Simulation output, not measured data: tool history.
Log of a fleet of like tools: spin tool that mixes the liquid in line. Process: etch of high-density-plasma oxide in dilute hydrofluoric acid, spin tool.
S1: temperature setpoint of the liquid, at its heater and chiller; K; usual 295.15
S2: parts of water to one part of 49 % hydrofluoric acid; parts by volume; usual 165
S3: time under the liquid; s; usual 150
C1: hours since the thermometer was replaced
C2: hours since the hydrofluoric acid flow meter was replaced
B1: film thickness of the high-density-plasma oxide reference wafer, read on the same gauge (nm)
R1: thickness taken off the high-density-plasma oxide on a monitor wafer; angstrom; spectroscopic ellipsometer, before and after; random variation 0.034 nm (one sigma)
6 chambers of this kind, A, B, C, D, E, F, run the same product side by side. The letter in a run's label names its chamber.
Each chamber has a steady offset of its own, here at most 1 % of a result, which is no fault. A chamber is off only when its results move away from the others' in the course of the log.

| run | day | S1 | S2 | S3 | C1 | C2 | B1 | R1 |
|---|---|---|---|---|---|---|---|---|
| 1E | 0.208 | 295.15 | 165 | 150 | 1796.9 | 419.0 | 49.985 | 42.553 |
| 2B | 0.421 | 295.15 | 165 | 150 | 314.6 | 76.5 | 49.970 | 43.216 |
| 3F | 0.583 | 295.15 | 165 | 150 | 498.1 | 667.8 | 49.954 | 43.256 |
| 4C | 0.746 | 295.15 | 165 | 150 | 2049.6 | 50.2 | 49.985 | 42.918 |
| 5A | 1.025 | 295.15 | 165 | 150 | 708.1 | 1513.5 | 50.033 | 43.260 |
| 6D | 1.233 | 295.15 | 165 | 150 | 1980.6 | 1051.8 | 50.012 | 42.580 |
| 7C | 1.383 | 295.15 | 165 | 150 | 2064.9 | 65.5 | 49.986 | 42.766 |
| 8A | 1.592 | 295.15 | 165 | 150 | 721.7 | 1527.1 | 50.022 | 43.164 |
|  | 1.817 | chamber A: hydrofluoric acid flow meter replaced |
| 9F | 1.896 | 295.15 | 165 | 150 | 529.6 | 699.3 | 49.976 | 42.294 |
| 10B | 2.075 | 295.15 | 165 | 150 | 354.3 | 116.2 | 49.971 | 43.140 |
| 11E | 2.388 | 295.15 | 165 | 150 | 1849.2 | 471.3 | 49.981 | 43.208 |
| 12D | 2.679 | 295.15 | 165 | 150 | 2015.3 | 1086.5 | 50.009 | 42.196 |
| 13D | 2.862 | 295.15 | 165 | 150 | 2019.7 | 1090.9 | 50.019 | 42.326 |
| 14C | 3.075 | 295.15 | 165 | 150 | 2105.5 | 106.1 | 49.948 | 42.707 |
| 15F | 3.288 | 295.15 | 165 | 150 | 563.0 | 732.7 | 50.000 | 43.172 |
| 16A | 3.525 | 295.15 | 165 | 150 | 768.1 | 41.1 | 50.013 | 42.575 |
| 17E | 3.750 | 295.15 | 165 | 150 | 1881.9 | 504.0 | 49.953 | 43.638 |
| 18B | 3.962 | 295.15 | 165 | 150 | 399.6 | 161.5 | 49.982 | 43.403 |
| 19D | 4.246 | 295.15 | 165 | 150 | 2052.9 | 1124.1 | 49.952 | 42.580 |
| 20F | 4.446 | 295.15 | 165 | 150 | 590.8 | 760.5 | 49.994 | 42.650 |
| 21E | 4.754 | 295.15 | 165 | 150 | 1906.0 | 528.1 | 50.050 | 44.432 |
| 22A | 4.900 | 295.15 | 165 | 150 | 801.1 | 74.1 | 49.940 | 41.925 |
| 23C | 5.092 | 295.15 | 165 | 150 | 2153.9 | 154.5 | 49.990 | 43.141 |
| 24B | 5.371 | 295.15 | 165 | 150 | 433.4 | 195.3 | 50.004 | 43.756 |
| 25A | 5.562 | 295.15 | 165 | 150 | 817.0 | 90.0 | 50.028 | 42.922 |
| 26C | 5.767 | 295.15 | 165 | 150 | 2170.1 | 170.7 | 50.020 | 42.561 |
| 27B | 6.042 | 295.15 | 165 | 150 | 449.5 | 211.4 | 50.036 | 43.442 |
| 28F | 6.200 | 295.15 | 165 | 150 | 632.9 | 802.6 | 50.016 | 43.444 |
| 29D | 6.446 | 295.15 | 165 | 150 | 2105.7 | 1176.9 | 50.028 | 42.819 |
| 30E | 6.725 | 295.15 | 165 | 150 | 1953.3 | 575.4 | 49.958 | 45.264 |
| 31C | 7.021 | 295.15 | 165 | 150 | 2200.2 | 200.8 | 49.941 | 43.024 |
| 32D | 7.321 | 295.15 | 165 | 150 | 2126.7 | 1197.9 | 50.016 | 42.581 |
| 33E | 7.592 | 295.15 | 165 | 150 | 1974.1 | 596.2 | 50.044 | 45.141 |
| 34F | 7.783 | 295.15 | 165 | 150 | 670.9 | 840.6 | 50.012 | 43.140 |
| 35B | 7.929 | 295.15 | 165 | 150 | 494.8 | 256.7 | 49.991 | 43.440 |
| 36A | 8.238 | 295.15 | 165 | 150 | 881.2 | 154.2 | 49.985 | 43.126 |
| 37C | 8.462 | 295.15 | 165 | 150 | 2234.8 | 235.4 | 49.965 | 43.240 |
| 38A | 8.642 | 295.15 | 165 | 150 | 890.9 | 163.9 | 49.990 | 43.194 |
| 39B | 8.850 | 295.15 | 165 | 150 | 516.9 | 278.8 | 50.019 | 43.883 |
| 40F | 9.162 | 295.15 | 165 | 150 | 704.0 | 873.7 | 50.046 | 42.819 |
| 41E | 9.346 | 295.15 | 165 | 150 | 2016.2 | 638.3 | 49.934 | 45.829 |

What goes on in this fleet: one chamber off, a drifting gauge, or nothing beyond the chambers' own small offsets? Name the chamber and the cause, if any.

Chamber E drifts away from the others.
Cause: hydrofluoric acid flow above the setpoint (%) = 7.04.
The log may not tell that from: liquid hotter than its thermometer reads (K).

Here are 4 candidates for chamber E's next run, each the usual settings with a change, their results left as question marks. Which one brings its results back in line with what the others give on the usual settings?
In line means no further than this from the other chambers' mean on the usual settings: R1 1.200 angstrom
| 42E-1 | 9.583 | 295.15 | 165 | 145 |  |  |  | ? |
| 42E-2 | 9.583 | 295.15 | 160 | 150 |  |  |  | ? |
| 42E-3 | 9.583 | 295.15 | 160 | 155 |  |  |  | ? |
| 42E-4 | 9.583 | 295.15 | 165 | 140 |  |  |  | ? |

The other chambers' mean on the usual settings: R1 42.919 angstrom
| run | R1 |
|---|---|
| 42E-1 | 45.040 |
| 42E-2 | 48.312 |
| 42E-3 | 49.922 |
| 42E-4 | 43.487 |
42E-4 brings the chamber back in line.
